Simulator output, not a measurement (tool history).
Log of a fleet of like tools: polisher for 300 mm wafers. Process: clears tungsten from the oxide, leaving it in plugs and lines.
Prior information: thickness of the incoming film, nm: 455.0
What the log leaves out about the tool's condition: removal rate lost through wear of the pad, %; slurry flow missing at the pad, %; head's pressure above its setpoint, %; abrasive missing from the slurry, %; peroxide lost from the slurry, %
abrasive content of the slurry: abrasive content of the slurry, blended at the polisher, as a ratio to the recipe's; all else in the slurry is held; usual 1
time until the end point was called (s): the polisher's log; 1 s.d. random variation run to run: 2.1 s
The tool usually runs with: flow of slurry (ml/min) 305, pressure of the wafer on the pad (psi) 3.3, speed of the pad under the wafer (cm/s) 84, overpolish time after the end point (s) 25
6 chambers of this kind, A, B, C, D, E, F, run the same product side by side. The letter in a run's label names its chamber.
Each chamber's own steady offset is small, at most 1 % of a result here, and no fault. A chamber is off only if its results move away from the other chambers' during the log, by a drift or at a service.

run	hour	flow of slurry (ml/min)	pressure of the wafer on the pad (psi)	speed of the pad under the wafer (cm/s)	abrasive content of the slurry	overpolish time after the end point (s)	wafers polished on this pad	hours since the slurry nozzle was cleaned	hours since the head pressure was calibrated	hours since the slurry blender was calibrated	hours since the slurry got fresh peroxide	time until the end point was called (s)
# hour 9.0: chamber B: worn pad replaced by a new one
1A	9.8	305	3.3	84	1	25	422	305.7	173.9	70.6	86.7	114.820
# hour 11.9: chamber C: worn pad replaced by a new one
# hour 13.6: chamber B: slurry nozzle cleaned
2E	19.5	305	3.3	84	1	25	563	381.4	346.9	78.2	31.8	119.750
# hour 23.6: chamber B: slurry tank refilled with fresh slurry and peroxide
# hour 26.0: chamber C: slurry blender recalibrated
3C	30.5	305	3.3	84	1	25	142	346.7	1296.9	4.5	34.4	114.830
# hour 36.4: chamber F: slurry blender recalibrated
# hour 36.7: chamber A: worn pad replaced by a new one
4B	41.0	305	3.3	84	1	25	245	27.4	122.0	303.4	17.5	120.130
5F	51.5	305	3.3	84	1	25	913	248.3	153.6	15.1	163.0	118.120
# hour 57.2: chamber D: slurry tank refilled with fresh slurry and peroxide
6D	58.9	305	3.3	84	1	25	939	445.6	743.0	112.9	1.7	113.800
7A	64.7	305	3.3	84	1	25	214	360.6	228.8	125.5	141.6	115.540
8E	71.5	305	3.3	84	1	25	960	433.4	398.9	130.2	83.8	118.290
# hour 74.3: chamber E: slurry tank refilled with fresh slurry and peroxide
# hour 75.0: chamber C: worn pad replaced by a new one
9F	80.2	305	3.3	84	1	25	1132	277.0	182.3	43.8	191.7	116.650
# hour 81.5: chamber E: slurry nozzle cleaned
# hour 84.7: chamber C: slurry nozzle cleaned
10D	87.3	305	3.3	84	1	25	1156	474.0	771.4	141.3	30.1	112.850
# hour 89.2: chamber E: worn pad replaced by a new one
# hour 91.8: chamber C: head pressure recalibrated
# hour 95.4: chamber F: slurry tank refilled with fresh slurry and peroxide
11C	96.5	305	3.3	84	1	25	164	11.8	4.7	70.5	100.4	113.950
12B	105.4	305	3.3	84	1	25	737	91.8	186.4	367.8	81.9	116.140
# hour 106.6: chamber F: worn pad replaced by a new one
# hour 109.8: chamber B: slurry tank refilled with fresh slurry and peroxide
13C	111.5	305	3.3	84	1	25	279	26.8	19.7	85.5	115.4	116.090
# hour 116.5: chamber B: slurry blender recalibrated
# hour 119.5: chamber A: worn pad replaced by a new one
# hour 120.0: chamber D: slurry nozzle cleaned
14F	122.5	305	3.3	84	1	25	121	319.3	224.6	86.1	27.2	111.890
# hour 132.1: chamber D: slurry tank refilled with fresh slurry and peroxide
15B	132.7	305	3.3	84	1	25	945	119.1	213.7	16.2	23.0	120.730
# hour 140.4: chamber D: worn pad replaced by a new one
16E	143.1	305	3.3	84	1	25	411	61.6	470.5	201.8	68.8	119.300
# hour 144.5: chamber C: worn pad replaced by a new one
17D	148.9	305	3.3	84	1	25	64	28.9	833.0	202.9	16.8	114.710
18A	160.9	305	3.3	84	1	25	316	456.8	325.0	221.7	237.8	120.230
19E	166.5	305	3.9	110	1	25	590	85.0	493.9	225.2	92.2	75.748
# hour 175.7: chamber C: slurry blender recalibrated
20F	177.0	305	3.9	110	1	25	538	373.8	279.1	140.6	81.7	76.201
# hour 177.1: chamber C: slurry tank refilled with fresh slurry and peroxide
# hour 183.7: chamber E: slurry tank refilled with fresh slurry and peroxide
21D	183.7	305	3.9	110	1	25	330	63.7	867.8	237.7	51.6	73.668
# hour 186.6: chamber A: slurry blender recalibrated
# hour 192.9: chamber B: slurry tank refilled with fresh slurry and peroxide
# hour 194.4: chamber A: worn pad replaced by a new one
# hour 195.7: chamber D: slurry tank refilled with fresh slurry and peroxide
22A	195.9	305	3.9	110	1	25	11	491.8	360.0	9.3	272.8	76.878
# hour 199.8: chamber B: worn pad replaced by a new one
23C	204.5	305	3.9	110	1	25	458	119.8	112.7	28.9	27.5	74.773
# hour 211.9: chamber C: worn pad replaced by a new one
# hour 215.5: chamber D: slurry blender recalibrated
24B	216.3	305	3.9	110	1	25	126	202.7	297.3	99.8	23.5	77.668
# hour 219.8: chamber E: worn pad replaced by a new one
25B	227.5	305	3.3	84	1	25	211	213.9	308.5	111.0	34.7	113.930
26F	238.0	305	3.3	84	1	25	1004	434.8	340.1	201.6	142.7	116.300
27A	249.9	305	3.3	84	1	25	424	545.8	414.0	63.3	326.8	125.440
# hour 255.7: chamber F: worn pad replaced by a new one
28C	259.4	305	3.3	84	1	25	363	174.7	167.6	83.8	82.4	116.670
# hour 260.4: chamber A: worn pad replaced by a new one
# hour 264.2: chamber D: slurry tank refilled with fresh slurry and peroxide
29E	271.7	305	3.3	84	1	25	396	190.2	599.1	330.4	88.1	117.840
# hour 277.6: chamber D: head pressure recalibrated
# hour 279.0: chamber C: worn pad replaced by a new one
# hour 279.3: chamber B: slurry nozzle cleaned
30D	282.5	305	3.3	84	1	25	1085	162.5	4.9	67.0	18.4	117.260
# hour 284.6: chamber E: slurry tank refilled with fresh slurry and peroxide
31B	292.2	305	3.3	84	1	25	706	13.0	373.2	175.7	99.4	117.050
# hour 295.8: chamber F: slurry tank refilled with fresh slurry and peroxide
# hour 299.4: chamber B: slurry tank refilled with fresh slurry and peroxide
32E	301.1	305	3.3	84	1	25	621	219.6	628.5	359.8	16.6	119.300
33F	307.5	305	3.3	84	1	25	396	504.3	409.6	271.1	11.8	117.890
34D	314.3	305	3.3	84	1	25	1328	194.3	36.7	98.8	50.2	116.040
35A	320.2	305	3.3	84	1	25	457	616.1	484.3	133.6	397.1	130.320
36C	326.0	305	3.3	84	1	25	359	241.3	234.2	150.4	149.0	111.820
# hour 327.5: chamber D: slurry tank refilled with fresh slurry and peroxide
# hour 328.4: chamber A: worn pad replaced by a new one
37D	337.2	250	3.3	68	1	25	1503	217.2	59.6	121.7	9.7	142.880
38F	343.9	250	3.3	68	1	25	674	540.7	446.0	307.5	48.2	146.720
# hour 346.0: chamber C: slurry tank refilled with fresh slurry and peroxide
39A	350.5	250	3.3	68	1	25	169	646.4	514.6	163.9	427.4	171.110
# hour 353.0: chamber C: worn pad replaced by a new one
# hour 356.2: chamber C: slurry blender recalibrated
40C	359.7	250	3.3	68	1	25	51	275.0	267.9	3.5	13.8	145.210
41B	369.7	250	3.3	68	1	25	1298	90.5	450.7	253.2	70.4	145.810

Each of the 6 chambers runs these same settings next. Fill in every chamber's results:
42A	378.7	305	3.3	106	1	25						?
42B	378.7	305	3.3	106	1	25						?
42C	378.7	305	3.3	106	1	25						?
42D	378.7	305	3.3	106	1	25						?
42E	378.7	305	3.3	106	1	25						?
42F	378.7	305	3.3	106	1	25						?

run	time until the end point was called (s)
42A	107.180
42B	94.230
42C	91.118
42D	89.894
42E	95.610
42F	92.834
